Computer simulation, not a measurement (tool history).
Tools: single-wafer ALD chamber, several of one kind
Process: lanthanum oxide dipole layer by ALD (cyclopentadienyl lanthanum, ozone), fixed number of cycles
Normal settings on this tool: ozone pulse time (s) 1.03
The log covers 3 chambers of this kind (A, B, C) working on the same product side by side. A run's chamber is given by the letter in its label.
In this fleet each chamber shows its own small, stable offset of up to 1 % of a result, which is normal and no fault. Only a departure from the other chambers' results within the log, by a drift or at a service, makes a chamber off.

run   hour  ozone pulse time (s)  hours since the last thermocouple change  hours since the last ozone generator service  read-back reference wafer on the same gauge, thickness_nm  mean film thickness on the monitor wafer (nm)
 1C    7.5                  1.03                                     228.6                                         742.7                                                    0.57829                                        0.50549
 2B   14.6                  1.03                                     984.1                                         753.5                                                    0.57781                                        0.50073
 3A   22.3                  1.03                                    1199.4                                         135.8                                                    0.57781                                        0.49952
 4B   28.7                  1.03                                     998.2                                         767.6                                                    0.57799                                          0.501
 5C   34.7                  1.03                                     255.8                                         769.9                                                    0.57784                                        0.50488
 6A   45.2                  1.03                                    1222.3                                         158.7                                                    0.57866                                        0.50048
 7B   54.2                  1.03                                    1023.7                                         793.1                                                    0.57859                                        0.49884
 8C   63.8                  1.03                                     284.9                                           799                                                    0.57817                                        0.50763
 9A     72                  1.03                                    1249.1                                         185.5                                                    0.57848                                         0.4965
10C   82.9                  1.03                                       304                                         818.1                                                    0.57771                                         0.5062
11A   91.5                  1.03                                    1268.6                                           205                                                    0.57789                                        0.49872
12B  103.3                  1.03                                    1072.8                                         842.2                                                    0.57768                                        0.50166
13A  112.1                  1.03                                    1289.2                                         225.6                                                    0.57829                                        0.49896
14B  121.7                  1.03                                    1091.2                                         860.6                                                    0.57811                                        0.50177
15C  130.7                  1.03                                     351.8                                         865.9                                                    0.57783                                        0.51173
16B  141.5                  1.03                                      1111                                         880.4                                                    0.57723                                        0.50404
17A  153.3                  1.03                                    1330.4                                         266.8                                                    0.57832                                          0.497
18C  160.2                   0.8                                     381.3                                         895.4                                                    0.57776                                        0.46346
19C  166.4                   0.8                                     387.5                                         901.6                                                    0.57788                                         0.4612
20B  173.9                   0.8                                    1143.4                                         912.8                                                    0.57747                                        0.46034
21A  179.2                  0.91                                    1356.3                                         292.7                                                     0.5778                                        0.48229
     189.4  -- chamber B: ozone generator serviced
22A  189.6                  0.91                                    1366.7                                         303.1                                                    0.57791                                        0.48042
23C  200.5                  0.91                                     421.6                                         935.7                                                    0.57795                                        0.48935
24B  208.4                  1.03                                    1177.9                                            19                                                    0.57808                                        0.49991
25A  214.4                  1.03                                    1391.5                                         327.9                                                    0.57778                                         0.5032
26C  222.1                  1.03                                     443.2                                         957.3                                                    0.57795                                        0.51072
27B  230.7                  1.03                                    1200.2                                          41.3                                                    0.57859                                        0.50605
28C  238.7                  1.03                                     459.8                                         973.9                                                    0.57831                                         0.5115

The same settings go to every chamber for the next run, one line per chamber below. Forecast the results for each:
29A  247.4                  1.29                                                                                                                                                                                                 ?
29B  247.4                  1.29                                                                                                                                                                                                 ?
29C  247.4                  1.29                                                                                                                                                                                                 ?

run  mean film thickness on the monitor wafer (nm)
29A                                        0.53323
29B                                        0.53066
29C                                        0.53486

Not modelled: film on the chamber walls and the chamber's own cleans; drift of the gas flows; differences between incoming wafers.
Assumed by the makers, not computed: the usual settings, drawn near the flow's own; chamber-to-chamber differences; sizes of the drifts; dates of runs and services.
